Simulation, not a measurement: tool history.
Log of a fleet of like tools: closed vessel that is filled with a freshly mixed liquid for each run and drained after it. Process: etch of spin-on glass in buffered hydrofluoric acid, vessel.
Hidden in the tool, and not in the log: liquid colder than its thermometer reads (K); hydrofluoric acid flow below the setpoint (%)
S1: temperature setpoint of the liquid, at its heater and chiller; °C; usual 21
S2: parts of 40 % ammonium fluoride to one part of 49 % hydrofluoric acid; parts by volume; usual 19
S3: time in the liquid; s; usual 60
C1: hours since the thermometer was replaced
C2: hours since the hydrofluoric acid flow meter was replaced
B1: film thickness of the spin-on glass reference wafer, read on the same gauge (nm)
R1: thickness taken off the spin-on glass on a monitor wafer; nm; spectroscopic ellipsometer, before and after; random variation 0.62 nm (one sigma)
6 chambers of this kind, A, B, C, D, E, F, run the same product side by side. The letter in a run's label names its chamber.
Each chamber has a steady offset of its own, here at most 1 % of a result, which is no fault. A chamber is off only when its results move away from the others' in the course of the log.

run   hour    S1    S2  S3      C1      C2      B1      R1
 1C    2.8    21    19  60   936.8  1450.7  59.992  83.178
 2B    7.1    21    19  60   896.7   394.2  59.996  82.432
 3A   11.2    21    19  60   533.5   576.5  59.991  80.942
 4E   14.9    21    19  60     293  1540.2  59.991  82.717
 5F   19.1    21    19  60   573.9   106.7  60.004  82.553
 6D   22.9  18.5    19  60  1230.1    1271  60.011  72.496
 7C   26.9  18.5    19  60   960.9  1474.8  60.025  71.777
 8A   31.2  18.5    19  60   553.5   596.5  60.013  71.827
 9E   35.5  18.5    19  60   313.6  1560.8  60.023  72.544
10D     39  18.5    19  60  1246.2  1287.1  60.018  73.258
11F     43  18.5    19  60   597.8   130.6  59.992  71.649
12B     46    21    19  60   935.6   433.1   59.98  83.172
13C   48.9    21    19  60   982.9  1496.8  60.026    83.4
      50.9  -- chamber A: thermometer replaced
14D   52.7    21    19  60  1259.9  1300.8  60.032  83.541
15F   57.4    21    19  60   612.2     145  59.996  81.488
16B   61.9    21    19  60   951.5     449  59.983  82.738
17A   66.5    21    19  60    15.7   631.8  59.974  80.665
18E   71.4    21    19  60   349.5  1596.7  60.021   82.91
19E   73.9    21    19  35     352  1599.2  59.973  48.687
20D   76.4    21    19  35  1283.6  1324.5  59.983  48.035
21B   80.4    21    19  35     970   467.5  59.966  48.619
22C   83.7    21    19  35  1017.7  1531.6  59.988  47.548
23F   86.7    21    19  35   641.5   174.3  59.985  46.699
24A   91.7    21    19  35    40.9     657  60.014  48.433
25A   95.5    21    19  60    44.7   660.8  60.025  81.675
26D  100.7    21    19  60  1307.9  1348.8  60.013  83.234
27C  103.3    21    19  60  1037.3  1551.2  59.987  83.099
28B  106.3    21    19  60   995.9   493.4      60    82.5
29F  109.1    21  22.5  60   663.9   196.7  59.987  69.825
30E  112.4    21  22.5  60   390.5  1637.7  60.015  72.375
31C  115.3    21  22.5  60  1049.3  1563.2  59.997  72.929
32D  120.6    21  22.5  60  1327.8  1368.7  59.981  72.203
33B  124.6    21  22.5  60  1014.2   511.7  60.003  72.984
34E  127.9    21  22.5  60     406  1653.2  60.012  72.624
35F  132.2    21    19  35     687   219.8   60.02  44.752
36A  135.8    21    19  35      85   701.1  59.981  47.812
37B  140.7    21    19  35  1030.3   527.8  60.004  47.869
38E  144.2    21    19  35   422.3  1669.5  60.007  48.376

All 6 chambers run these settings next. Forecast each chamber's results:
39A   148  21  19  60               ?
39B   148  21  19  60               ?
39C   148  21  19  60               ?
39D   148  21  19  60               ?
39E   148  21  19  60               ?
39F   148  21  19  60               ?

run      R1
39A  82.479
39B  82.625
39C  82.705
39D  82.745
39E  82.517
39F  76.316

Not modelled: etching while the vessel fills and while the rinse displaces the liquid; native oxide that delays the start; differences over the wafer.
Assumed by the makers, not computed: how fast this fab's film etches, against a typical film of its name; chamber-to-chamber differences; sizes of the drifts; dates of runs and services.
